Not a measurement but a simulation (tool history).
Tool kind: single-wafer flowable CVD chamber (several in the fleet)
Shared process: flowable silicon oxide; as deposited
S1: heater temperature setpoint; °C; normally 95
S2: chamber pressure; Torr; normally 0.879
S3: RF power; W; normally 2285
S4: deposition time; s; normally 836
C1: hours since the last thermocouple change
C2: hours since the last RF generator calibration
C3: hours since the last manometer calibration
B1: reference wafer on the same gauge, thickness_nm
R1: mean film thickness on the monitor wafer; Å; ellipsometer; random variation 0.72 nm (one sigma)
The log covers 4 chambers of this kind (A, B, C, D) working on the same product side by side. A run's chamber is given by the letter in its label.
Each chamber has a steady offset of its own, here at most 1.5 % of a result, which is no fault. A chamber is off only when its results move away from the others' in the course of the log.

run 1B hour=4.5 | S1=95 S2=0.879 S3=2285 S4=836 | C1=1330.6 C2=963.6 C3=10.5 | B1=555.99 | R1=6871.5
run 2A hour=9.1 | S1=95 S2=0.879 S3=2285 S4=836 | C1=177.8 C2=651 C3=344.6 | B1=555.97 | R1=6922.1
run 3D hour=12.4 | S1=95 S2=0.879 S3=2285 S4=836 | C1=831.5 C2=1232.7 C3=343.9 | B1=555.87 | R1=6846.7
run 4C hour=16.5 | S1=95 S2=0.879 S3=2285 S4=836 | C1=358.1 C2=1077.9 C3=2949.2 | B1=555.67 | R1=7023.4
-- hour=17.6 chamber B: RF generator calibrated
run 5C hour=20.7 | S1=95 S2=0.879 S3=2285 S4=836 | C1=362.3 C2=1082.1 C3=2953.4 | B1=555.77 | R1=7026
run 6A hour=24.5 | S1=95 S2=0.879 S3=2285 S4=836 | C1=193.2 C2=666.4 C3=360 | B1=555.71 | R1=6930.5
run 7D hour=30.3 | S1=87 S2=0.879 S3=1965 S4=836 | C1=849.4 C2=1250.6 C3=361.8 | B1=555.88 | R1=8572.6
run 8B hour=36.4 | S1=87 S2=0.879 S3=1965 S4=836 | C1=1362.5 C2=18.9 C3=42.4 | B1=555.55 | R1=8618.2
run 9B hour=40.3 | S1=87 S2=0.879 S3=1965 S4=836 | C1=1366.4 C2=22.8 C3=46.3 | B1=555.55 | R1=8614.3
run 10A hour=44.3 | S1=87 S2=0.879 S3=1965 S4=836 | C1=213 C2=686.2 C3=379.8 | B1=555.59 | R1=8726.3
run 11C hour=51.8 | S1=95 S2=0.879 S3=2285 S4=711 | C1=393.4 C2=1113.2 C3=2984.5 | B1=555.43 | R1=5967.5
run 12D hour=55.9 | S1=95 S2=0.879 S3=2285 S4=711 | C1=875 C2=1276.2 C3=387.4 | B1=555.29 | R1=5811.2
run 13A hour=60.7 | S1=95 S2=0.879 S3=2285 S4=711 | C1=229.4 C2=702.6 C3=396.2 | B1=555.26 | R1=5874.5
run 14D hour=64.3 | S1=95 S2=0.879 S3=2285 S4=711 | C1=883.4 C2=1284.6 C3=395.8 | B1=555.24 | R1=5809.1
run 15B hour=70.2 | S1=95 S2=0.879 S3=2285 S4=836 | C1=1396.3 C2=52.7 C3=76.2 | B1=555.28 | R1=6882.1
run 16C hour=74 | S1=95 S2=0.879 S3=2285 S4=914 | C1=415.6 C2=1135.4 C3=3006.7 | B1=555.17 | R1=7664
run 17B hour=77.4 | S1=95 S2=0.879 S3=2285 S4=914 | C1=1403.5 C2=59.9 C3=83.4 | B1=555.26 | R1=7515.8
run 18D hour=82.9 | S1=95 S2=0.879 S3=2285 S4=914 | C1=902 C2=1303.2 C3=414.4 | B1=555.19 | R1=7481.6
run 19A hour=89.9 | S1=95 S2=0.879 S3=2285 S4=914 | C1=258.6 C2=731.8 C3=425.4 | B1=554.87 | R1=7556.2
run 20C hour=94.1 | S1=95 S2=1.002 S3=2285 S4=836 | C1=435.7 C2=1155.5 C3=3026.8 | B1=554.94 | R1=8205.7
run 21D hour=98.5 | S1=95 S2=1.002 S3=2285 S4=836 | C1=917.6 C2=1318.8 C3=430 | B1=555.06 | R1=8022
run 22A hour=104.4 | S1=95 S2=1.002 S3=2285 S4=836 | C1=273.1 C2=746.3 C3=439.9 | B1=554.78 | R1=8120.4
run 23B hour=111.4 | S1=95 S2=1.002 S3=2285 S4=836 | C1=1437.5 C2=93.9 C3=117.4 | B1=554.67 | R1=8058.5
run 24C hour=115.5 | S1=95 S2=0.879 S3=2285 S4=836 | C1=457.1 C2=1176.9 C3=3048.2 | B1=554.62 | R1=7006.3
run 25C hour=120.9 | S1=95 S2=0.879 S3=2520 S4=836 | C1=462.5 C2=1182.3 C3=3053.6 | B1=554.55 | R1=7121.8
-- hour=121.5 chamber C: RF generator calibrated
-- hour=127.2 chamber C: capacitance manometer re-zeroed and calibrated
run 26D hour=127.6 | S1=95 S2=0.879 S3=2520 S4=836 | C1=946.7 C2=1347.9 C3=459.1 | B1=554.69 | R1=6931.1
run 27A hour=131.2 | S1=95 S2=0.879 S3=2520 S4=836 | C1=299.9 C2=773.1 C3=466.7 | B1=554.6 | R1=6999.6
run 28B hour=137.9 | S1=95 S2=0.879 S3=2520 S4=836 | C1=1464 C2=120.4 C3=143.9 | B1=554.39 | R1=6968.3
run 29D hour=142.9 | S1=95 S2=0.879 S3=2285 S4=836 | C1=962 C2=1363.2 C3=474.4 | B1=554.41 | R1=6822.3
run 30C hour=147.4 | S1=95 S2=1.088 S3=2285 S4=836 | C1=489 C2=26 C3=20.3 | B1=554.34 | R1=9037.1
-- hour=149.6 chamber D: RF generator calibrated
run 31A hour=151.2 | S1=95 S2=1.088 S3=2285 S4=836 | C1=319.9 C2=793.1 C3=486.7 | B1=554.18 | R1=8941.8
run 32B hour=154.4 | S1=95 S2=1.088 S3=2285 S4=836 | C1=1480.5 C2=136.9 C3=160.4 | B1=554.19 | R1=8836.9
run 33D hour=159.7 | S1=95 S2=1.088 S3=2285 S4=836 | C1=978.8 C2=10.1 C3=491.2 | B1=554.21 | R1=8813.7
run 34B hour=164.5 | S1=95 S2=0.879 S3=2285 S4=836 | C1=1490.6 C2=147 C3=170.5 | B1=554.19 | R1=6858.7
run 35A hour=171.4 | S1=95 S2=0.879 S3=2285 S4=836 | C1=340.1 C2=813.3 C3=506.9 | B1=553.9 | R1=6904.1
run 36C hour=178.4 | S1=95 S2=0.879 S3=2560 S4=923 | C1=520 C2=57 C3=51.3 | B1=554.14 | R1=7844.3
run 37C hour=182.6 | S1=95 S2=0.879 S3=2560 S4=923 | C1=524.2 C2=61.2 C3=55.5 | B1=554.02 | R1=7851.2
run 38B hour=189.9 | S1=95 S2=0.879 S3=2560 S4=923 | C1=1516 C2=172.4 C3=195.9 | B1=553.83 | R1=7695.1
run 39D hour=194.3 | S1=95 S2=0.879 S3=2560 S4=923 | C1=1013.4 C2=44.7 C3=525.8 | B1=553.74 | R1=7641.1
run 40A hour=199.4 | S1=95 S2=0.879 S3=2285 S4=836 | C1=368.1 C2=841.3 C3=534.9 | B1=553.83 | R1=6895.4
run 41C hour=203.2 | S1=95 S2=0.879 S3=2285 S4=836 | C1=544.8 C2=81.8 C3=76.1 | B1=553.62 | R1=6995.6
run 42D hour=207.3 | S1=89 S2=0.768 S3=2285 S4=836 | C1=1026.4 C2=57.7 C3=538.8 | B1=553.56 | R1=6965.9

Read the log: is a single chamber off, either drifting away or since a service, is the gauge that measures every chamber drifting, or is nothing wrong beyond small per-chamber offsets? Name any odd chamber and what most likely caused it.

The gauge drifts, so all chambers seem to drift together. No chamber is off.
Cause: gauge reads low (%) = 0.428.
